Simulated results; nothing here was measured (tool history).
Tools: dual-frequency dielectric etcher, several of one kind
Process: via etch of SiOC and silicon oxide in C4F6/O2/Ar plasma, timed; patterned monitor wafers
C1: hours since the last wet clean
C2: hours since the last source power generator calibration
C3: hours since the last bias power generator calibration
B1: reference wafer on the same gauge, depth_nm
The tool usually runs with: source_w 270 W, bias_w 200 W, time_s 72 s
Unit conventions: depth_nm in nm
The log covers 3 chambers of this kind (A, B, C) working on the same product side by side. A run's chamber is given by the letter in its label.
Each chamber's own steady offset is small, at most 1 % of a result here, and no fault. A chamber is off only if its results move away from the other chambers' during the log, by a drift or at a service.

run 1A day=0.567 | source_w=270 bias_w=200 time_s=72 | C1=450.8 C2=638.7 C3=3321.4 | B1=80.811 | depth_nm=72.458
run 2C day=0.996 | source_w=270 bias_w=200 time_s=72 | C1=94.2 C2=1396.2 C3=4155.8 | B1=80.844 | depth_nm=72.696
run 3B day=1.571 | source_w=270 bias_w=200 time_s=72 | C1=311.2 C2=2038.8 C3=1933.1 | B1=80.886 | depth_nm=72.659
run 4A day=1.904 | source_w=270 bias_w=200 time_s=72 | C1=482.9 C2=670.8 C3=3353.5 | B1=80.904 | depth_nm=72.394
run 5C day=2.196 | source_w=270 bias_w=200 time_s=72 | C1=123 C2=1425 C3=4184.6 | B1=80.912 | depth_nm=72.878
run 6B day=2.696 | source_w=270 bias_w=200 time_s=72 | C1=338.2 C2=2065.8 C3=1960.1 | B1=80.917 | depth_nm=72.866
run 7A day=3.079 | source_w=270 bias_w=200 time_s=72 | C1=511.1 C2=699 C3=3381.7 | B1=80.928 | depth_nm=72.344
run 8B day=3.45 | source_w=270 bias_w=200 time_s=72 | C1=356.3 C2=2083.9 C3=1978.2 | B1=80.967 | depth_nm=72.837
run 9C day=3.817 | source_w=270 bias_w=200 time_s=72 | C1=161.9 C2=1463.9 C3=4223.5 | B1=80.952 | depth_nm=72.76
run 10A day=4.375 | source_w=200 bias_w=200 time_s=72 | C1=542.2 C2=730.1 C3=3412.8 | B1=80.968 | depth_nm=64.811
-- day=4.821 chamber A: wet clean of the chamber
run 11C day=4.921 | source_w=200 bias_w=200 time_s=72 | C1=188.4 C2=1490.4 C3=4250 | B1=81.008 | depth_nm=64.96
run 12B day=5.404 | source_w=200 bias_w=200 time_s=72 | C1=403.2 C2=2130.8 C3=2025.1 | B1=80.999 | depth_nm=65.063
run 13A day=5.875 | source_w=340 bias_w=200 time_s=82.5 | C1=25.4 C2=766.1 C3=3448.8 | B1=81.029 | depth_nm=90.764
run 14B day=6.45 | source_w=340 bias_w=200 time_s=82.5 | C1=428.3 C2=2155.9 C3=2050.2 | B1=81.058 | depth_nm=91.658
run 15C day=6.746 | source_w=340 bias_w=200 time_s=82.5 | C1=232.2 C2=1534.2 C3=4293.8 | B1=81.092 | depth_nm=91.755
run 16A day=7.079 | source_w=310 bias_w=200 time_s=54.5 | C1=54.3 C2=795 C3=3477.7 | B1=81.082 | depth_nm=57.939
run 17B day=7.525 | source_w=310 bias_w=200 time_s=54.5 | C1=454.1 C2=2181.7 C3=2076 | B1=81.15 | depth_nm=58.353
-- day=7.829 chamber B: bias power generator calibrated
run 18C day=7.996 | source_w=310 bias_w=200 time_s=54.5 | C1=262.2 C2=1564.2 C3=4323.8 | B1=81.113 | depth_nm=58.381
run 19C day=8.358 | source_w=270 bias_w=200 time_s=72 | C1=270.9 C2=1572.9 C3=4332.5 | B1=81.18 | depth_nm=73.203
run 20A day=8.871 | source_w=270 bias_w=200 time_s=72 | C1=97.3 C2=838 C3=3520.7 | B1=81.201 | depth_nm=72.489
run 21B day=9.221 | source_w=270 bias_w=200 time_s=72 | C1=494.8 C2=2222.4 C3=33.5 | B1=81.179 | depth_nm=72.992
run 22A day=9.625 | source_w=270 bias_w=200 time_s=72 | C1=115.4 C2=856.1 C3=3538.8 | B1=81.233 | depth_nm=72.539
run 23B day=9.979 | source_w=270 bias_w=200 time_s=72 | C1=513 C2=2240.6 C3=51.7 | B1=81.24 | depth_nm=73.104
-- day=10 chamber A: bias power generator calibrated
-- day=10.3 chamber B: wet clean of the chamber
run 24C day=10.538 | source_w=270 bias_w=200 time_s=78.5 | C1=323.2 C2=1625.2 C3=4384.8 | B1=81.26 | depth_nm=79.805
run 25C day=10.954 | source_w=270 bias_w=200 time_s=78.5 | C1=333.2 C2=1635.2 C3=4394.8 | B1=81.285 | depth_nm=79.726
run 26B day=11.567 | source_w=270 bias_w=200 time_s=78.5 | C1=30.4 C2=2278.7 C3=89.8 | B1=81.302 | depth_nm=79.593
run 27A day=11.929 | source_w=270 bias_w=200 time_s=72 | C1=170.7 C2=911.4 C3=46.4 | B1=81.292 | depth_nm=72.723

Is one chamber out of step, is the gauge drifting, or do the chambers differ by no more than their own small offsets? For an off chamber, give its letter and the likeliest cause.

Every chamber seems to shift together because the gauge that measures them all drifts; the chambers themselves are fine.
What lies behind it: gauge reads high (%) = 0.65.
